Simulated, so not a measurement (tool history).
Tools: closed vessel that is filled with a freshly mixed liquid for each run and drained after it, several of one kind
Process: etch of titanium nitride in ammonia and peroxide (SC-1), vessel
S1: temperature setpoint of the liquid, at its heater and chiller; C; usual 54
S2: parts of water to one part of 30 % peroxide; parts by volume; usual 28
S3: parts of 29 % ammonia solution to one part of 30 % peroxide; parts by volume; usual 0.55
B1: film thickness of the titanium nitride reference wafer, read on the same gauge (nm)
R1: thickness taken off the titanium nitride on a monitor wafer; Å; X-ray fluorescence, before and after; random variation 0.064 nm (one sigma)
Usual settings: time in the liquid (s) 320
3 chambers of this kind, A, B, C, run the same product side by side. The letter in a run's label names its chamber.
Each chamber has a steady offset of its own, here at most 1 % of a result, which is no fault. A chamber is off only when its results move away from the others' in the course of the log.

Run 1B, hour 6.9: usual settings; B1 100.02. Result: R1 165.66 Å.
Run 2A, hour 13.7: usual settings; B1 99.999. Result: R1 168.01 Å.
Run 3C, hour 19: usual settings; B1 99.981. Result: R1 164.99 Å.
Run 4B, hour 23.3: usual settings; B1 100. Result: R1 166.55 Å.
Run 5A, hour 30.2: usual settings but S3 0.75 parts by volume; B1 100. Result: R1 177.23 Å.
Run 6C, hour 35.5: usual settings but S3 0.75 parts by volume; B1 100. Result: R1 174.88 Å.
Run 7A, hour 43: usual settings but S3 0.75 parts by volume; B1 99.984. Result: R1 178.14 Å.
Run 8C, hour 51.3: usual settings; B1 99.985. Result: R1 165.63 Å.
Run 9B, hour 57.6: usual settings; B1 100. Result: R1 169.11 Å.
Run 10B, hour 66.1: usual settings; B1 99.999. Result: R1 170.3 Å.
Run 11C, hour 70.9: usual settings; B1 100.01. Result: R1 164.51 Å.
Run 12A, hour 79.1: usual settings but S1 62 C; B1 100.01. Result: R1 285.05 Å.
Run 13B, hour 85.1: usual settings but S1 62 C; B1 99.993. Result: R1 291.6 Å.
Run 14C, hour 92.7: usual settings but S1 62 C; B1 99.998. Result: R1 277.64 Å.
Run 15A, hour 97.6: usual settings; B1 99.981. Result: R1 167.65 Å.
Run 16C, hour 106: usual settings; B1 100. Result: R1 164.22 Å.
Run 17B, hour 111.9: usual settings; B1 100.01. Result: R1 171.98 Å.
At hour 114.2: chamber A: new drum of ammonia solution connected.
Run 18A, hour 120.8: usual settings but S3 0.4 parts by volume; B1 100. Result: R1 157.65 Å.
Run 19B, hour 128.8: usual settings but S3 0.4 parts by volume; B1 99.979. Result: R1 162.68 Å.
Run 20A, hour 134.3: usual settings but S3 0.4 parts by volume; B1 100.02. Result: R1 158.51 Å.
Run 21C, hour 142.2: usual settings; B1 99.986. Result: R1 165.37 Å.
Run 22A, hour 146.4: usual settings; B1 100. Result: R1 166.65 Å.
Run 23C, hour 151.4: usual settings; B1 100. Result: R1 165.59 Å.
Run 24B, hour 156.6: usual settings; B1 99.976. Result: R1 174.45 Å.

All 3 chambers run these settings next. Forecast each chamber's results:
Run 25A, hour 163.1: usual settings but S3 0.8 parts by volume. Result: R1 ?.
Run 25B, hour 163.1: usual settings but S3 0.8 parts by volume. Result: R1 ?.
Run 25C, hour 163.1: usual settings but S3 0.8 parts by volume. Result: R1 ?.

run      R1
25A  178.73
25B  187.57
25C  177.49
